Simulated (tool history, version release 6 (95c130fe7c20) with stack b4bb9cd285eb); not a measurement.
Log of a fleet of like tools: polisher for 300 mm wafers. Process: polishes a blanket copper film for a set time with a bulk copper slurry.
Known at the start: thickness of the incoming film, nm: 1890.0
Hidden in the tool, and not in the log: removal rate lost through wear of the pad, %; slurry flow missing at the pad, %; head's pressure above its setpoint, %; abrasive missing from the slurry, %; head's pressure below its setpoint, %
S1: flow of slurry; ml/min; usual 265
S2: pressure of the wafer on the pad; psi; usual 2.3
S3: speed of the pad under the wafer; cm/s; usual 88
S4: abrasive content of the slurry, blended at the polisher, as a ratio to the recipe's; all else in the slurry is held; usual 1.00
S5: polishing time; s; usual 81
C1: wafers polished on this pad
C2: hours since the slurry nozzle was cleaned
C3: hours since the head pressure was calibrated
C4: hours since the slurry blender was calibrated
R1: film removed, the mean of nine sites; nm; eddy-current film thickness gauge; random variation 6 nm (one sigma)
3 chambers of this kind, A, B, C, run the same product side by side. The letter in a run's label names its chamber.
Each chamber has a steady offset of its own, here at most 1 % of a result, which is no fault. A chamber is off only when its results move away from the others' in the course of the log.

-- hour=2.4 chamber B: worn pad replaced by a new one
run 1B hour=3.8 | S1=265 S2=2.3 S3=88 S4=1.00 S5=81 | C1=14 C2=159.1 C3=1213.5 C4=309.9 | R1=500.07
-- hour=7.2 chamber B: head pressure recalibrated
run 2C hour=7.6 | S1=265 S2=2.3 S3=88 S4=1.00 S5=81 | C1=494 C2=707.9 C3=217.1 C4=97.2 | R1=488.06
run 3A hour=12.6 | S1=265 S2=2.3 S3=88 S4=1.00 S5=81 | C1=1270 C2=509.0 C3=182.3 C4=154.0 | R1=492.12
run 4C hour=16.8 | S1=265 S2=2.3 S3=88 S4=1.00 S5=81 | C1=583 C2=717.1 C3=226.3 C4=106.4 | R1=496.91
-- hour=18.3 chamber A: worn pad replaced by a new one
run 5B hour=22.4 | S1=265 S2=2.3 S3=88 S4=1.00 S5=81 | C1=192 C2=177.7 C3=15.2 C4=328.5 | R1=502.38
run 6A hour=25.3 | S1=265 S2=2.3 S3=88 S4=1.00 S5=81 | C1=68 C2=521.7 C3=195.0 C4=166.7 | R1=497.26
run 7A hour=29.0 | S1=265 S2=2.3 S3=88 S4=1.00 S5=81 | C1=103 C2=525.4 C3=198.7 C4=170.4 | R1=498.28
run 8B hour=33.0 | S1=265 S2=2.3 S3=88 S4=1.00 S5=81 | C1=294 C2=188.3 C3=25.8 C4=339.1 | R1=490.86
run 9C hour=36.9 | S1=265 S2=2.3 S3=88 S4=1.25 S5=81 | C1=776 C2=737.2 C3=246.4 C4=126.5 | R1=516.11
run 10A hour=41.8 | S1=265 S2=2.3 S3=88 S4=1.25 S5=81 | C1=226 C2=538.2 C3=211.5 C4=183.2 | R1=519.35
run 11B hour=46.0 | S1=265 S2=2.3 S3=88 S4=1.25 S5=81 | C1=419 C2=201.3 C3=38.8 C4=352.1 | R1=516.07
run 12C hour=50.6 | S1=265 S2=2.3 S3=88 S4=1.00 S5=81 | C1=908 C2=750.9 C3=260.1 C4=140.2 | R1=485.58
run 13B hour=54.8 | S1=265 S2=2.3 S3=88 S4=1.00 S5=81 | C1=504 C2=210.1 C3=47.6 C4=360.9 | R1=501.85
run 14A hour=60.2 | S1=265 S2=2.3 S3=88 S4=1.00 S5=81 | C1=403 C2=556.6 C3=229.9 C4=201.6 | R1=491.05
run 15C hour=64.3 | S1=265 S2=2.3 S3=88 S4=1.00 S5=81 | C1=1040 C2=764.6 C3=273.8 C4=153.9 | R1=471.97
run 16B hour=69.3 | S1=265 S2=2.3 S3=88 S4=1.00 S5=81 | C1=643 C2=224.6 C3=62.1 C4=375.4 | R1=493.41
run 17A hour=73.7 | S1=265 S2=2.3 S3=88 S4=1.00 S5=81 | C1=533 C2=570.1 C3=243.4 C4=215.1 | R1=496.00
-- hour=74.2 chamber C: slurry nozzle cleaned
-- hour=76.9 chamber B: slurry nozzle cleaned
run 18C hour=79.2 | S1=265 S2=2.3 S3=88 S4=1.00 S5=81 | C1=1183 C2=5.0 C3=288.7 C4=168.8 | R1=468.20
run 19C hour=82.1 | S1=265 S2=2.3 S3=88 S4=1.00 S5=81 | C1=1211 C2=7.9 C3=291.6 C4=171.7 | R1=474.90
-- hour=83.8 chamber C: slurry blender recalibrated
run 20A hour=87.3 | S1=265 S2=2.3 S3=88 S4=1.00 S5=81 | C1=664 C2=583.7 C3=257.0 C4=228.7 | R1=491.09
run 21B hour=91.3 | S1=265 S2=2.3 S3=108 S4=1.00 S5=81 | C1=855 C2=14.4 C3=84.1 C4=397.4 | R1=595.26
run 22A hour=96.3 | S1=265 S2=2.3 S3=108 S4=1.00 S5=81 | C1=750 C2=592.7 C3=266.0 C4=237.7 | R1=609.82
-- hour=97.0 chamber B: worn pad replaced by a new one
run 23C hour=101.5 | S1=265 S2=2.3 S3=108 S4=1.00 S5=81 | C1=1397 C2=27.3 C3=311.0 C4=17.7 | R1=590.18
run 24B hour=105.9 | S1=265 S2=2.3 S3=88 S4=1.00 S5=81 | C1=86 C2=29.0 C3=98.7 C4=412.0 | R1=508.81
run 25A hour=110.5 | S1=265 S2=2.3 S3=88 S4=1.00 S5=81 | C1=887 C2=606.9 C3=280.2 C4=251.9 | R1=494.11
run 26C hour=114.8 | S1=265 S2=2.3 S3=88 S4=1.00 S5=81 | C1=1525 C2=40.6 C3=324.3 C4=31.0 | R1=460.24
run 27B hour=118.5 | S1=265 S2=2.3 S3=88 S4=1.00 S5=81 | C1=207 C2=41.6 C3=111.3 C4=424.6 | R1=495.07
run 28A hour=124.0 | S1=265 S2=2.3 S3=88 S4=1.00 S5=81 | C1=1017 C2=620.4 C3=293.7 C4=265.4 | R1=505.40
-- hour=124.9 chamber B: slurry blender recalibrated
run 29C hour=126.6 | S1=265 S2=2.3 S3=88 S4=1.00 S5=81 | C1=1639 C2=52.4 C3=336.1 C4=42.8 | R1=456.42
run 30B hour=129.8 | S1=265 S2=2.3 S3=88 S4=1.00 S5=81 | C1=315 C2=52.9 C3=122.6 C4=4.9 | R1=487.32
run 31B hour=132.4 | S1=265 S2=2.3 S3=88 S4=1.00 S5=81 | C1=340 C2=55.5 C3=125.2 C4=7.5 | R1=491.47
run 32A hour=136.3 | S1=265 S2=2.3 S3=88 S4=1.00 S5=81 | C1=1135 C2=632.7 C3=306.0 C4=277.7 | R1=491.29
run 33C hour=139.3 | S1=265 S2=2.3 S3=88 S4=1.00 S5=81 | C1=1761 C2=65.1 C3=348.8 C4=55.5 | R1=447.85
-- hour=139.6 chamber C: head pressure recalibrated
run 34B hour=142.6 | S1=265 S2=2.3 S3=88 S4=1.00 S5=81 | C1=438 C2=65.7 C3=135.4 C4=17.7 | R1=493.28
run 35C hour=145.6 | S1=265 S2=2.3 S3=88 S4=1.00 S5=81 | C1=1821 C2=71.4 C3=6.0 C4=61.8 | R1=453.77
run 36A hour=148.8 | S1=265 S2=2.3 S3=88 S4=1.00 S5=81 | C1=1255 C2=645.2 C3=318.5 C4=290.2 | R1=498.74
run 37B hour=152.4 | S1=265 S2=2.3 S3=88 S4=1.00 S5=81 | C1=533 C2=75.5 C3=145.2 C4=27.5 | R1=486.08
run 38C hour=155.6 | S1=265 S2=2.3 S3=88 S4=1.00 S5=81 | C1=1918 C2=81.4 C3=16.0 C4=71.8 | R1=453.76
run 39A hour=159.1 | S1=265 S2=2.3 S3=88 S4=1.00 S5=81 | C1=1354 C2=655.5 C3=328.8 C4=300.5 | R1=495.31
run 40A hour=163.5 | S1=265 S2=2.3 S3=88 S4=1.15 S5=93 | C1=1397 C2=659.9 C3=333.2 C4=304.9 | R1=592.55
run 41B hour=166.9 | S1=265 S2=2.3 S3=88 S4=1.15 S5=93 | C1=672 C2=90.0 C3=159.7 C4=42.0 | R1=573.08
run 42C hour=172.2 | S1=265 S2=2.3 S3=88 S4=1.15 S5=93 | C1=2077 C2=98.0 C3=32.6 C4=88.4 | R1=522.22
run 43A hour=177.6 | S1=265 S2=2.3 S3=88 S4=1.00 S5=81 | C1=1532 C2=674.0 C3=347.3 C4=319.0 | R1=492.17

Is one chamber off against the others, does the gauge drift, or is nothing wrong? If a chamber is off, say which, and what the likeliest cause is.

Chamber C drifts away from the others.
Cause: removal rate lost through wear of the pad, % = 10.2.

Here are 4 candidates for chamber C's next run, each the usual settings with a change, their results left as question marks. Which one brings its results back in line with what the others give on the usual settings?
In line means no further than this from the other chambers' mean on the usual settings: R1 21.00 nm
run 44C-1 hour=181.6 | S1=265 S2=2.3 S3=84 S4=1.00 S5=77 | R1=?
run 44C-2 hour=181.6 | S1=270 S2=2.5 S3=96 S4=1.00 S5=81 | R1=?
run 44C-3 hour=181.6 | S1=265 S2=2.2 S3=82 S4=1.00 S5=76 | R1=?
run 44C-4 hour=181.6 | S1=265 S2=2.3 S3=92 S4=1.00 S5=85 | R1=?

The other chambers' mean on the usual settings: R1 494.06 nm
run=44C-1 R1=406.76
run=44C-2 R1=533.17
run=44C-3 R1=374.84
run=44C-4 R1=492.33
44C-4 brings the chamber back in line.
